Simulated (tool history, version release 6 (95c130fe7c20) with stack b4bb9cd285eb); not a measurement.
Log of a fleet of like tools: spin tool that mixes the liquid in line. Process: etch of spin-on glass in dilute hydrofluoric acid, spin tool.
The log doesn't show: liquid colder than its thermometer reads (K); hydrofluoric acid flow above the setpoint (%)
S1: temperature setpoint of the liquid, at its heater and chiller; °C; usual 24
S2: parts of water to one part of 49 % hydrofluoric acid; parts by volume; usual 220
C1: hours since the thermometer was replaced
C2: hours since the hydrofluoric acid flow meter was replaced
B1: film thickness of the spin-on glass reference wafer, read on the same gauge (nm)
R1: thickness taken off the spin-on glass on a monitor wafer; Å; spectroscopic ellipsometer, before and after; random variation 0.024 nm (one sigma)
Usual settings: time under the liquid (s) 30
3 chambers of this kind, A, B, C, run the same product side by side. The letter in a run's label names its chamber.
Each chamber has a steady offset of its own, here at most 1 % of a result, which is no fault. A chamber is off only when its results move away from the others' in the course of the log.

{"run": "1A", "hour": 10.6, "S1": 24, "S2": 220, "time under the liquid (s)": 30, "C1": 1307.6, "C2": 1644.2, "B1": 60.018, "R1": 46.059}
{"run": "2B", "hour": 22.8, "S1": 24, "S2": 220, "time under the liquid (s)": 30, "C1": 594.3, "C2": 176.1, "B1": 59.978, "R1": 45.833}
{"run": "3C", "hour": 30.7, "S1": 24, "S2": 220, "time under the liquid (s)": 30, "C1": 310.3, "C2": 724.6, "B1": 60.016, "R1": 46.211}
{"run": "4B", "hour": 37.3, "S1": 24, "S2": 220, "time under the liquid (s)": 30, "C1": 608.8, "C2": 190.6, "B1": 59.968, "R1": 46.487}
{"run": "5C", "hour": 47.3, "S1": 24, "S2": 220, "time under the liquid (s)": 30, "C1": 326.9, "C2": 741.2, "B1": 60.002, "R1": 46.623}
{"run": "6A", "hour": 58.4, "S1": 24, "S2": 220, "time under the liquid (s)": 30, "C1": 1355.4, "C2": 1692.0, "B1": 59.995, "R1": 45.872}
{"run": "7B", "hour": 65.2, "S1": 24, "S2": 220, "time under the liquid (s)": 30, "C1": 636.7, "C2": 218.5, "B1": 60.014, "R1": 45.931}
{"run": "8C", "hour": 76.2, "S1": 24, "S2": 220, "time under the liquid (s)": 30, "C1": 355.8, "C2": 770.1, "B1": 60.021, "R1": 46.421}
{"run": "9A", "hour": 84.2, "S1": 24, "S2": 220, "time under the liquid (s)": 30, "C1": 1381.2, "C2": 1717.8, "B1": 60.009, "R1": 46.011}
{"run": "10B", "hour": 90.0, "S1": 24, "S2": 220, "time under the liquid (s)": 30, "C1": 661.5, "C2": 243.3, "B1": 59.983, "R1": 45.582}
{"run": "11A", "hour": 95.7, "S1": 24, "S2": 220, "time under the liquid (s)": 30, "C1": 1392.7, "C2": 1729.3, "B1": 60.01, "R1": 45.879}
{"run": "12C", "hour": 103.7, "S1": 24, "S2": 220, "time under the liquid (s)": 30, "C1": 383.3, "C2": 797.6, "B1": 59.982, "R1": 45.738}
{"run": "13A", "hour": 112.8, "S1": 24, "S2": 220, "time under the liquid (s)": 30, "C1": 1409.8, "C2": 1746.4, "B1": 60.045, "R1": 46.175}
{"run": "14C", "hour": 123.0, "S1": 24, "S2": 220, "time under the liquid (s)": 30, "C1": 402.6, "C2": 816.9, "B1": 59.986, "R1": 45.226}
{"run": "15B", "hour": 133.4, "S1": 24, "S2": 220, "time under the liquid (s)": 30, "C1": 704.9, "C2": 286.7, "B1": 60.019, "R1": 45.952}
{"run": "16C", "hour": 141.4, "S1": 24, "S2": 220, "time under the liquid (s)": 30, "C1": 421.0, "C2": 835.3, "B1": 59.994, "R1": 45.512}
{"run": "17B", "hour": 148.0, "S1": 24, "S2": 220, "time under the liquid (s)": 30, "C1": 719.5, "C2": 301.3, "B1": 59.968, "R1": 46.028}
{"run": "18A", "hour": 160.0, "S1": 24, "S2": 220, "time under the liquid (s)": 30, "C1": 1457.0, "C2": 1793.6, "B1": 60.031, "R1": 46.035}
{"run": "19C", "hour": 171.5, "S1": 24, "S2": 310, "time under the liquid (s)": 25, "C1": 451.1, "C2": 865.4, "B1": 59.988, "R1": 24.307}
{"run": "20B", "hour": 177.5, "S1": 24, "S2": 310, "time under the liquid (s)": 25, "C1": 749.0, "C2": 330.8, "B1": 59.993, "R1": 24.811}
{"run": "21A", "hour": 188.6, "S1": 24, "S2": 310, "time under the liquid (s)": 25, "C1": 1485.6, "C2": 1822.2, "B1": 59.991, "R1": 24.829}
{"run": "22B", "hour": 198.1, "S1": 24, "S2": 220, "time under the liquid (s)": 30, "C1": 769.6, "C2": 351.4, "B1": 60.001, "R1": 46.013}
{"run": "23A", "hour": 209.5, "S1": 24, "S2": 220, "time under the liquid (s)": 30, "C1": 1506.5, "C2": 1843.1, "B1": 60.004, "R1": 46.109}
{"run": "24C", "hour": 217.3, "S1": 24, "S2": 290, "time under the liquid (s)": 30, "C1": 496.9, "C2": 911.2, "B1": 59.997, "R1": 31.848}
{"run": "25A", "hour": 226.1, "S1": 24, "S2": 290, "time under the liquid (s)": 30, "C1": 1523.1, "C2": 1859.7, "B1": 59.992, "R1": 32.542}
{"run": "26C", "hour": 234.1, "S1": 24, "S2": 290, "time under the liquid (s)": 30, "C1": 513.7, "C2": 928.0, "B1": 60.002, "R1": 31.668}
{"run": "27B", "hour": 245.8, "S1": 24, "S2": 220, "time under the liquid (s)": 30, "C1": 817.3, "C2": 399.1, "B1": 59.998, "R1": 45.829}
{"run": "28A", "hour": 252.7, "S1": 24, "S2": 220, "time under the liquid (s)": 30, "C1": 1549.7, "C2": 1886.3, "B1": 59.994, "R1": 45.823}
{"run": "29C", "hour": 258.0, "S1": 24, "S2": 220, "time under the liquid (s)": 30, "C1": 537.6, "C2": 951.9, "B1": 59.992, "R1": 44.534}
{"run": "30B", "hour": 265.0, "S1": 24, "S2": 220, "time under the liquid (s)": 30, "C1": 836.5, "C2": 418.3, "B1": 60.003, "R1": 45.931}
{"run": "31C", "hour": 275.6, "S1": 24, "S2": 220, "time under the liquid (s)": 30, "C1": 555.2, "C2": 969.5, "B1": 60.018, "R1": 44.409}
{"run": "32A", "hour": 284.9, "S1": 24, "S2": 220, "time under the liquid (s)": 30, "C1": 1581.9, "C2": 1918.5, "B1": 59.989, "R1": 46.274}
{"run": "33B", "hour": 294.6, "S1": 24, "S2": 220, "time under the liquid (s)": 30, "C1": 866.1, "C2": 447.9, "B1": 59.978, "R1": 45.931}

All 3 chambers run these settings next. Forecast each chamber's results:
{"run": "34A", "hour": 303.3, "S1": 24, "S2": 220, "time under the liquid (s)": 30, "R1": "?"}
{"run": "34B", "hour": 303.3, "S1": 24, "S2": 220, "time under the liquid (s)": 30, "R1": "?"}
{"run": "34C", "hour": 303.3, "S1": 24, "S2": 220, "time under the liquid (s)": 30, "R1": "?"}

run=34A R1=45.625
run=34B R1=46.075
run=34C R1=44.416
